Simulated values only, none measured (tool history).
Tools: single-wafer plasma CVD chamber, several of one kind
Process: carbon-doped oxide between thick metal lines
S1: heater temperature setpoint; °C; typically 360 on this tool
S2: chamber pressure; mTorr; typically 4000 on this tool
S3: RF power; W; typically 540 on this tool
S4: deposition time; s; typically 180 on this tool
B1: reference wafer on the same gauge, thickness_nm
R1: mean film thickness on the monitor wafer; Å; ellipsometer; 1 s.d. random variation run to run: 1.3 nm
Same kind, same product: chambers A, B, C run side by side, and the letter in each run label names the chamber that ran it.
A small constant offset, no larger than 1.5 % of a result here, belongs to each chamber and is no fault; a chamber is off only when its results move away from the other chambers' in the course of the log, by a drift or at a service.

run 1A hour=6.9 | S1=360 S2=4000 S3=540 S4=180 | B1=782.08 | R1=8994.3
run 2B hour=14.1 | S1=360 S2=4000 S3=540 S4=180 | B1=782.54 | R1=9068.3
run 3C hour=22.3 | S1=360 S2=4000 S3=540 S4=180 | B1=782.70 | R1=8869.0
run 4B hour=28.1 | S1=360 S2=4000 S3=540 S4=180 | B1=782.48 | R1=9056.5
run 5A hour=34.1 | S1=360 S2=4000 S3=540 S4=180 | B1=782.59 | R1=8995.1
run 6C hour=40.5 | S1=360 S2=4000 S3=540 S4=180 | B1=782.79 | R1=8896.7
run 7A hour=44.8 | S1=360 S2=4000 S3=540 S4=180 | B1=783.03 | R1=8987.7
run 8C hour=48.4 | S1=360 S2=4000 S3=540 S4=180 | B1=783.08 | R1=8883.3
run 9B hour=55.0 | S1=360 S2=4000 S3=540 S4=180 | B1=783.08 | R1=9034.6
run 10C hour=60.4 | S1=360 S2=4000 S3=540 S4=180 | B1=783.12 | R1=8878.9
run 11A hour=67.1 | S1=360 S2=4000 S3=540 S4=180 | B1=783.38 | R1=9006.1
run 12B hour=74.7 | S1=360 S2=4000 S3=540 S4=180 | B1=783.60 | R1=9087.5
run 13C hour=78.9 | S1=360 S2=4000 S3=540 S4=180 | B1=783.75 | R1=8875.4
run 14B hour=86.0 | S1=360 S2=4000 S3=540 S4=180 | B1=783.74 | R1=9078.6
run 15A hour=93.7 | S1=360 S2=4000 S3=540 S4=180 | B1=784.02 | R1=8985.8
run 16A hour=98.4 | S1=360 S2=4000 S3=540 S4=180 | B1=784.09 | R1=8982.4
run 17C hour=102.1 | S1=360 S2=4000 S3=540 S4=180 | B1=784.29 | R1=8896.2
run 18B hour=108.7 | S1=360 S2=4000 S3=540 S4=180 | B1=784.31 | R1=9083.6
run 19C hour=112.8 | S1=360 S2=4000 S3=540 S4=180 | B1=784.24 | R1=8891.7
run 20A hour=117.9 | S1=360 S2=4000 S3=540 S4=202 | B1=784.22 | R1=10121.0
run 21B hour=125.5 | S1=360 S2=4000 S3=540 S4=202 | B1=784.88 | R1=10193.0
-- hour=126.6 chamber B: capacitance manometer re-zeroed and calibrated
run 22A hour=133.1 | S1=360 S2=4000 S3=540 S4=202 | B1=784.67 | R1=10117.0
run 23B hour=138.0 | S1=360 S2=4000 S3=540 S4=180 | B1=785.10 | R1=9082.4
run 24C hour=145.9 | S1=360 S2=4000 S3=540 S4=180 | B1=784.65 | R1=8883.8
run 25C hour=153.4 | S1=360 S2=4000 S3=540 S4=180 | B1=785.27 | R1=8895.7
run 26A hour=159.1 | S1=360 S2=4000 S3=540 S4=180 | B1=785.06 | R1=9030.2
run 27B hour=167.1 | S1=369 S2=4000 S3=580 S4=180 | B1=785.77 | R1=9309.1
run 28C hour=173.6 | S1=369 S2=4000 S3=580 S4=180 | B1=785.51 | R1=9131.2
run 29A hour=178.9 | S1=369 S2=4000 S3=580 S4=180 | B1=785.59 | R1=9233.1
run 30B hour=186.9 | S1=360 S2=4000 S3=540 S4=180 | B1=785.90 | R1=9107.4
run 31C hour=192.6 | S1=360 S2=4000 S3=540 S4=180 | B1=786.36 | R1=8910.6
run 32B hour=200.7 | S1=360 S2=4000 S3=540 S4=180 | B1=786.28 | R1=9110.0
run 33A hour=205.1 | S1=360 S2=4000 S3=540 S4=180 | B1=786.47 | R1=9041.6
run 34B hour=211.3 | S1=360 S2=4000 S3=540 S4=180 | B1=786.23 | R1=9084.7

Next, all 3 chambers run the settings below, one line each with question marks for the results. What does each chamber give?
run 35A hour=217.2 | S1=360 S2=4000 S3=630 S4=180 | R1=?
run 35B hour=217.2 | S1=360 S2=4000 S3=630 S4=180 | R1=?
run 35C hour=217.2 | S1=360 S2=4000 S3=630 S4=180 | R1=?

run=35A R1=9913.3
run=35B R1=10004.0
run=35C R1=9763.7
